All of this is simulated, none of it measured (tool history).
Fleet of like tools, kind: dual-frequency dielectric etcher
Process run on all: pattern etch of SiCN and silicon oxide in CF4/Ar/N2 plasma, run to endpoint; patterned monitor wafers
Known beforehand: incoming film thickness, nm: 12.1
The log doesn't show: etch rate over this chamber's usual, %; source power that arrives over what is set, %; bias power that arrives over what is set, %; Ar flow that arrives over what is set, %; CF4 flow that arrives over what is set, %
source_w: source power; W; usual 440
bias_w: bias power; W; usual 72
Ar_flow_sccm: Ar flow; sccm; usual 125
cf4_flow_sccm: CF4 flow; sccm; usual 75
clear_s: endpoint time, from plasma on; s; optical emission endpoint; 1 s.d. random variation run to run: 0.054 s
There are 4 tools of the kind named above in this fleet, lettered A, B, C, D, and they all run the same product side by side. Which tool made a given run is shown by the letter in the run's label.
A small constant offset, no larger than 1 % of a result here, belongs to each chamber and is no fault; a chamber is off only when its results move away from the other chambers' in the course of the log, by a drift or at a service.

run,day,source_w,bias_w,Ar_flow_sccm,cf4_flow_sccm,hours since the last wet clean,hours since the last source power generator calibration,hours since the last bias power generator calibration,hours since the last Ar flow controller change,hours since the last CF4 flow controller change,clear_s
1A,0.412,440,72,125,75,273.6,450,2117.7,2090.7,2036,14.82
2C,0.758,440,72,125,75,57.6,1776.9,2396.3,2580.5,1572.3,14.74
3B,1.021,440,72,125,75,252.4,351.1,963.9,4177.5,3143.1,14.723
4D,1.429,440,72,125,75,283.2,3990.8,1945.2,626.3,1838.7,14.733
5A,1.679,440,72,125,75,304,480.4,2148.1,2121.1,2066.4,14.77
6D,2.029,440,72,125,75,297.6,4005.2,1959.6,640.7,1853.1,14.78
7B,2.533,440,72,125,75,288.7,387.4,1000.2,4213.8,3179.4,14.74
8C,3.046,440,72,125,75,112.5,1831.8,2451.2,2635.4,1627.2,14.736
# day 3.271: chamber D: source power generator calibrated
9C,3.5,440,72,125,75,123.4,1842.7,2462.1,2646.3,1638.1,14.801
10B,4.017,440,72,125,75,324.3,423,1035.8,4249.4,3215,14.785
11A,4.338,500,58,125,75,367.8,544.2,2211.9,2184.9,2130.2,14.162
# day 4.508: chamber A: wet clean of the chamber
12D,4.667,500,58,125,75,360.9,33.5,2022.9,704,1916.4,13.733
13C,5.238,500,58,125,75,165.1,1884.4,2503.8,2688,1679.8,14.272
14D,5.771,500,58,125,75,387.4,60,2049.4,730.5,1942.9,13.745
15A,6.158,440,72,125,75,39.6,587.9,2255.6,2228.6,2173.9,14.79
16B,6.625,440,72,125,75,386.9,485.6,1098.4,4312,3277.6,14.689
17B,6.971,440,72,125,75,395.2,493.9,1106.7,4320.3,3285.9,14.821
18D,7.479,440,72,125,75,428.4,101,2090.4,771.5,1983.9,14.314
19A,7.954,440,72,125,75,82.7,631,2298.7,2271.7,2217,14.732
20C,8.446,440,72,125,75,242.1,1961.4,2580.8,2765,1756.8,14.708
21A,8.833,440,72,125,75,103.8,652.1,2319.8,2292.8,2238.1,14.706
22C,9.238,440,72,125,75,261.1,1980.4,2599.8,2784,1775.8,14.752
# day 9.35: chamber B: CF4 flow controller replaced
23B,9.5,380,72,125,75,455.9,554.6,1167.4,4381,3.7,16.752
24D,9.992,380,72,125,75,488.7,161.3,2150.7,831.8,2044.2,16.204
25B,10.362,380,72,125,75,476.6,575.3,1188.1,4401.7,24.4,16.827
26C,10.783,380,72,125,75,298.2,2017.5,2636.9,2821.1,1812.9,16.959

Predict what each chamber gives when all 4 of them run the settings below next.
27A,11.196,440,72,125,75,,,,,,?
27B,11.196,440,72,125,75,,,,,,?
27C,11.196,440,72,125,75,,,,,,?
27D,11.196,440,72,125,75,,,,,,?

run,clear_s
27A,14.733
27B,14.71
27C,14.745
27D,14.193
